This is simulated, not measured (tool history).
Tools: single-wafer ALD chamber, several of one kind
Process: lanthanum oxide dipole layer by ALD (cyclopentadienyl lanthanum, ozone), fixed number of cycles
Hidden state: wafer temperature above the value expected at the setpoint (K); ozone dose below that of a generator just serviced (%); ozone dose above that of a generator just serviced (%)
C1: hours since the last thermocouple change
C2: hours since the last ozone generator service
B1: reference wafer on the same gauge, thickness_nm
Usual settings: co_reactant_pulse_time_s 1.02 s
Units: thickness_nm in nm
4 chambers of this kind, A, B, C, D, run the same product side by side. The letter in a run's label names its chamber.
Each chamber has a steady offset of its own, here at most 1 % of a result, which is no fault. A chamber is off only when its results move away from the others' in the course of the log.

run 1D day=0.417 | co_reactant_pulse_time_s=1.02 | C1=523.3 C2=1298.8 | B1=0.5072 | thickness_nm=0.50078
run 2C day=0.838 | co_reactant_pulse_time_s=1.02 | C1=1189.1 C2=196.2 | B1=0.50677 | thickness_nm=0.50137
run 3B day=1.367 | co_reactant_pulse_time_s=1.02 | C1=1228 C2=1058.9 | B1=0.50682 | thickness_nm=0.50494
run 4A day=1.758 | co_reactant_pulse_time_s=1.02 | C1=989.8 C2=1232.5 | B1=0.50718 | thickness_nm=0.50199
run 5D day=2.438 | co_reactant_pulse_time_s=1.02 | C1=571.8 C2=1347.3 | B1=0.50698 | thickness_nm=0.50192
run 6C day=3.012 | co_reactant_pulse_time_s=1.41 | C1=1241.3 C2=248.4 | B1=0.5071 | thickness_nm=0.53993
run 7A day=3.683 | co_reactant_pulse_time_s=1.41 | C1=1036 C2=1278.7 | B1=0.50724 | thickness_nm=0.54007
run 8B day=4.146 | co_reactant_pulse_time_s=1.41 | C1=1294.7 C2=1125.6 | B1=0.50738 | thickness_nm=0.54131
run 9C day=4.804 | co_reactant_pulse_time_s=1.41 | C1=1284.3 C2=291.4 | B1=0.50693 | thickness_nm=0.54204
run 10A day=5.217 | co_reactant_pulse_time_s=1.02 | C1=1072.8 C2=1315.5 | B1=0.5067 | thickness_nm=0.49738
run 11B day=5.733 | co_reactant_pulse_time_s=1.02 | C1=1332.8 C2=1163.7 | B1=0.50721 | thickness_nm=0.50211
run 12D day=6.233 | co_reactant_pulse_time_s=1.02 | C1=662.9 C2=1438.4 | B1=0.50702 | thickness_nm=0.50253
run 13C day=6.612 | co_reactant_pulse_time_s=1.02 | C1=1327.7 C2=334.8 | B1=0.50704 | thickness_nm=0.50042
run 14D day=7.258 | co_reactant_pulse_time_s=1.02 | C1=687.5 C2=1463 | B1=0.507 | thickness_nm=0.50019
run 15A day=7.796 | co_reactant_pulse_time_s=1.02 | C1=1134.7 C2=1377.4 | B1=0.50699 | thickness_nm=0.50269
run 16B day=8.1 | co_reactant_pulse_time_s=1.02 | C1=1389.6 C2=1220.5 | B1=0.50731 | thickness_nm=0.5023
run 17C day=8.733 | co_reactant_pulse_time_s=0.88 | C1=1378.6 C2=385.7 | B1=0.50688 | thickness_nm=0.47658
run 18B day=9.417 | co_reactant_pulse_time_s=0.88 | C1=1421.2 C2=1252.1 | B1=0.50722 | thickness_nm=0.47819
run 19A day=9.9 | co_reactant_pulse_time_s=0.88 | C1=1185.2 C2=1427.9 | B1=0.50722 | thickness_nm=0.47563
run 20D day=10.217 | co_reactant_pulse_time_s=0.88 | C1=758.5 C2=1534 | B1=0.50671 | thickness_nm=0.47356
run 21C day=10.812 | co_reactant_pulse_time_s=1.02 | C1=1428.5 C2=435.6 | B1=0.50738 | thickness_nm=0.50151
run 22B day=11.112 | co_reactant_pulse_time_s=1.02 | C1=1461.9 C2=1292.8 | B1=0.50679 | thickness_nm=0.5015
run 23D day=11.579 | co_reactant_pulse_time_s=1.02 | C1=791.2 C2=1566.7 | B1=0.50716 | thickness_nm=0.5009
run 24A day=12.271 | co_reactant_pulse_time_s=1.02 | C1=1242.1 C2=1484.8 | B1=0.507 | thickness_nm=0.50058
run 25D day=12.729 | co_reactant_pulse_time_s=1.02 | C1=818.8 C2=1594.3 | B1=0.50738 | thickness_nm=0.50249
-- day=12.858 chamber A: thermocouple changed; heater temperature recalibrated
run 26C day=13.288 | co_reactant_pulse_time_s=1.02 | C1=1487.9 C2=495 | B1=0.50696 | thickness_nm=0.5004
run 27B day=13.846 | co_reactant_pulse_time_s=1.02 | C1=1527.5 C2=1358.4 | B1=0.50683 | thickness_nm=0.50539
run 28A day=14.179 | co_reactant_pulse_time_s=1.02 | C1=31.8 C2=1530.6 | B1=0.50702 | thickness_nm=0.50007
run 29C day=14.862 | co_reactant_pulse_time_s=1.02 | C1=1525.7 C2=532.8 | B1=0.50722 | thickness_nm=0.50074
run 30D day=15.267 | co_reactant_pulse_time_s=0.86 | C1=879.7 C2=1655.2 | B1=0.50716 | thickness_nm=0.47312
run 31A day=15.758 | co_reactant_pulse_time_s=0.86 | C1=69.7 C2=1568.5 | B1=0.50737 | thickness_nm=0.47249

What goes on in this fleet: one chamber off, a drifting gauge, or nothing beyond the chambers' own small offsets? Name the chamber and the cause, if any.

No chamber stands off beyond its own small offset, and the gauge holds steady.
